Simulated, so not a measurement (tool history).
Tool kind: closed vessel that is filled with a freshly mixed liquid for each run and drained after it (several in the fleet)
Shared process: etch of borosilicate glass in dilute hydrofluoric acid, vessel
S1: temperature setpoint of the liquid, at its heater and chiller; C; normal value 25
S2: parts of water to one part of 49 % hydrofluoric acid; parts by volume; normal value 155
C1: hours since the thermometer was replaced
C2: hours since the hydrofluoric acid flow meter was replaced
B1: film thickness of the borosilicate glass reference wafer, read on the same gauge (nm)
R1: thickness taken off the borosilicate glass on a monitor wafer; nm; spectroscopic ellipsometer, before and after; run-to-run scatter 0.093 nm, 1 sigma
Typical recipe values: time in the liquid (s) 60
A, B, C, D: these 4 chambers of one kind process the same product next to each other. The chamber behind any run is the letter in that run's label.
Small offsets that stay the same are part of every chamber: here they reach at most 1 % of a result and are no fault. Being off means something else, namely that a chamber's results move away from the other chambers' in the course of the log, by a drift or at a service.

{"run": "1B", "hour": 12.9, "S1": 25, "S2": 155, "time in the liquid (s)": 60, "C1": 118.2, "C2": 58.6, "B1": 100.0, "R1": 11.234}
{"run": "2D", "hour": 23.0, "S1": 25, "S2": 155, "time in the liquid (s)": 60, "C1": 520.9, "C2": 955.0, "B1": 99.981, "R1": 11.319}
{"run": "3C", "hour": 33.1, "S1": 25, "S2": 155, "time in the liquid (s)": 60, "C1": 611.5, "C2": 426.1, "B1": 99.991, "R1": 11.351}
{"run": "4A", "hour": 41.2, "S1": 25, "S2": 155, "time in the liquid (s)": 60, "C1": 1250.0, "C2": 1882.3, "B1": 99.992, "R1": 11.219}
{"run": "5A", "hour": 47.3, "S1": 25, "S2": 155, "time in the liquid (s)": 60, "C1": 1256.1, "C2": 1888.4, "B1": 99.983, "R1": 11.2}
{"run": "6D", "hour": 56.2, "S1": 25, "S2": 155, "time in the liquid (s)": 60, "C1": 554.1, "C2": 988.2, "B1": 99.994, "R1": 11.2}
{"run": "7B", "hour": 63.0, "S1": 22, "S2": 155, "time in the liquid (s)": 75, "C1": 168.3, "C2": 108.7, "B1": 100.02, "R1": 12.533}
{"run": "8C", "hour": 72.0, "S1": 22, "S2": 155, "time in the liquid (s)": 75, "C1": 650.4, "C2": 465.0, "B1": 100.01, "R1": 12.692}
{"run": "9D", "hour": 78.3, "S1": 22, "S2": 155, "time in the liquid (s)": 75, "C1": 576.2, "C2": 1010.3, "B1": 99.978, "R1": 12.652}
{"hour": 85.8, "done": "chamber A: hydrofluoric acid flow meter replaced"}
{"run": "10A", "hour": 86.6, "S1": 22, "S2": 155, "time in the liquid (s)": 75, "C1": 1295.4, "C2": 0.8, "B1": 100.01, "R1": 12.525}
{"run": "11C", "hour": 93.7, "S1": 25, "S2": 155, "time in the liquid (s)": 85, "C1": 672.1, "C2": 486.7, "B1": 99.999, "R1": 16.036}
{"run": "12B", "hour": 104.5, "S1": 25, "S2": 155, "time in the liquid (s)": 85, "C1": 209.8, "C2": 150.2, "B1": 99.989, "R1": 16.001}
{"run": "13C", "hour": 113.5, "S1": 25, "S2": 155, "time in the liquid (s)": 85, "C1": 691.9, "C2": 506.5, "B1": 100.0, "R1": 16.278}
{"run": "14D", "hour": 121.6, "S1": 25, "S2": 155, "time in the liquid (s)": 85, "C1": 619.5, "C2": 1053.6, "B1": 100.0, "R1": 16.076}
{"run": "15B", "hour": 133.8, "S1": 25, "S2": 155, "time in the liquid (s)": 90, "C1": 239.1, "C2": 179.5, "B1": 100.01, "R1": 16.619}
{"run": "16A", "hour": 145.5, "S1": 25, "S2": 155, "time in the liquid (s)": 90, "C1": 1354.3, "C2": 59.7, "B1": 99.995, "R1": 16.601}
{"hour": 149.0, "done": "chamber C: thermometer replaced"}
{"run": "17D", "hour": 155.5, "S1": 25, "S2": 155, "time in the liquid (s)": 90, "C1": 653.4, "C2": 1087.5, "B1": 100.01, "R1": 17.069}
{"run": "18A", "hour": 169.1, "S1": 25, "S2": 155, "time in the liquid (s)": 90, "C1": 1377.9, "C2": 83.3, "B1": 100.01, "R1": 16.856}
{"run": "19B", "hour": 177.9, "S1": 25, "S2": 155, "time in the liquid (s)": 60, "C1": 283.2, "C2": 223.6, "B1": 100.0, "R1": 10.922}
{"hour": 180.0, "done": "chamber D: hydrofluoric acid flow meter replaced"}
{"hour": 184.7, "done": "chamber C: hydrofluoric acid flow meter replaced"}
{"run": "20C", "hour": 188.6, "S1": 25, "S2": 155, "time in the liquid (s)": 60, "C1": 39.7, "C2": 3.9, "B1": 99.998, "R1": 11.368}
{"run": "21B", "hour": 200.8, "S1": 25, "S2": 155, "time in the liquid (s)": 60, "C1": 306.1, "C2": 246.5, "B1": 99.999, "R1": 10.935}
{"run": "22A", "hour": 209.8, "S1": 25, "S2": 155, "time in the liquid (s)": 60, "C1": 1418.6, "C2": 124.0, "B1": 100.0, "R1": 11.367}
{"run": "23D", "hour": 218.5, "S1": 25, "S2": 155, "time in the liquid (s)": 60, "C1": 716.4, "C2": 38.5, "B1": 100.0, "R1": 11.421}
{"run": "24C", "hour": 226.6, "S1": 25, "S2": 155, "time in the liquid (s)": 60, "C1": 77.7, "C2": 41.9, "B1": 99.994, "R1": 11.244}
{"run": "25A", "hour": 237.0, "S1": 25, "S2": 155, "time in the liquid (s)": 60, "C1": 1445.8, "C2": 151.2, "B1": 99.986, "R1": 11.103}
{"run": "26D", "hour": 244.9, "S1": 25, "S2": 155, "time in the liquid (s)": 60, "C1": 742.8, "C2": 64.9, "B1": 99.987, "R1": 11.332}
{"hour": 248.4, "done": "chamber A: thermometer replaced"}
{"run": "27C", "hour": 251.2, "S1": 25, "S2": 155, "time in the liquid (s)": 60, "C1": 102.3, "C2": 66.5, "B1": 99.981, "R1": 11.307}
{"run": "28B", "hour": 257.3, "S1": 25, "S2": 155, "time in the liquid (s)": 60, "C1": 362.6, "C2": 303.0, "B1": 99.998, "R1": 10.974}
{"run": "29D", "hour": 263.9, "S1": 25, "S2": 155, "time in the liquid (s)": 60, "C1": 761.8, "C2": 83.9, "B1": 100.0, "R1": 11.434}
{"run": "30C", "hour": 271.8, "S1": 25, "S2": 155, "time in the liquid (s)": 60, "C1": 122.9, "C2": 87.1, "B1": 99.997, "R1": 11.329}
{"run": "31B", "hour": 285.2, "S1": 25, "S2": 155, "time in the liquid (s)": 60, "C1": 390.5, "C2": 330.9, "B1": 100.01, "R1": 11.071}
{"run": "32A", "hour": 297.7, "S1": 25, "S2": 155, "time in the liquid (s)": 60, "C1": 49.3, "C2": 211.9, "B1": 100.0, "R1": 11.179}
{"run": "33C", "hour": 311.2, "S1": 25, "S2": 155, "time in the liquid (s)": 60, "C1": 162.3, "C2": 126.5, "B1": 100.01, "R1": 11.25}
{"run": "34B", "hour": 318.8, "S1": 25, "S2": 155, "time in the liquid (s)": 60, "C1": 424.1, "C2": 364.5, "B1": 100.0, "R1": 10.914}
{"run": "35A", "hour": 332.0, "S1": 25, "S2": 155, "time in the liquid (s)": 60, "C1": 83.6, "C2": 246.2, "B1": 100.02, "R1": 11.208}
{"run": "36D", "hour": 345.7, "S1": 25, "S2": 155, "time in the liquid (s)": 60, "C1": 843.6, "C2": 165.7, "B1": 100.0, "R1": 11.332}
{"run": "37D", "hour": 357.0, "S1": 25, "S2": 155, "time in the liquid (s)": 60, "C1": 854.9, "C2": 177.0, "B1": 100.0, "R1": 11.119}
{"run": "38B", "hour": 363.7, "S1": 25, "S2": 155, "time in the liquid (s)": 60, "C1": 469.0, "C2": 409.4, "B1": 99.989, "R1": 10.851}
{"run": "39C", "hour": 375.2, "S1": 25, "S2": 155, "time in the liquid (s)": 60, "C1": 226.3, "C2": 190.5, "B1": 99.984, "R1": 11.246}
{"run": "40A", "hour": 388.0, "S1": 25, "S2": 155, "time in the liquid (s)": 60, "C1": 139.6, "C2": 302.2, "B1": 99.992, "R1": 11.328}
{"run": "41A", "hour": 395.1, "S1": 25, "S2": 155, "time in the liquid (s)": 60, "C1": 146.7, "C2": 309.3, "B1": 100.01, "R1": 11.033}
{"run": "42C", "hour": 401.2, "S1": 25, "S2": 155, "time in the liquid (s)": 60, "C1": 252.3, "C2": 216.5, "B1": 100.01, "R1": 11.371}
{"run": "43D", "hour": 414.6, "S1": 25, "S2": 155, "time in the liquid (s)": 60, "C1": 912.5, "C2": 234.6, "B1": 100.01, "R1": 11.432}
{"run": "44B", "hour": 425.1, "S1": 21, "S2": 155, "time in the liquid (s)": 60, "C1": 530.4, "C2": 470.8, "B1": 100.01, "R1": 9.1759}

All chambers now run identical settings, listed one chamber a line with results as question marks. What results will each chamber show?
{"run": "45A", "hour": 434.9, "S1": 25, "S2": 155, "time in the liquid (s)": 60, "R1": "?"}
{"run": "45B", "hour": 434.9, "S1": 25, "S2": 155, "time in the liquid (s)": 60, "R1": "?"}
{"run": "45C", "hour": 434.9, "S1": 25, "S2": 155, "time in the liquid (s)": 60, "R1": "?"}
{"run": "45D", "hour": 434.9, "S1": 25, "S2": 155, "time in the liquid (s)": 60, "R1": "?"}

run=45A R1=11.2260
run=45B R1=10.5900
run=45C R1=11.3290
run=45D R1=11.3420
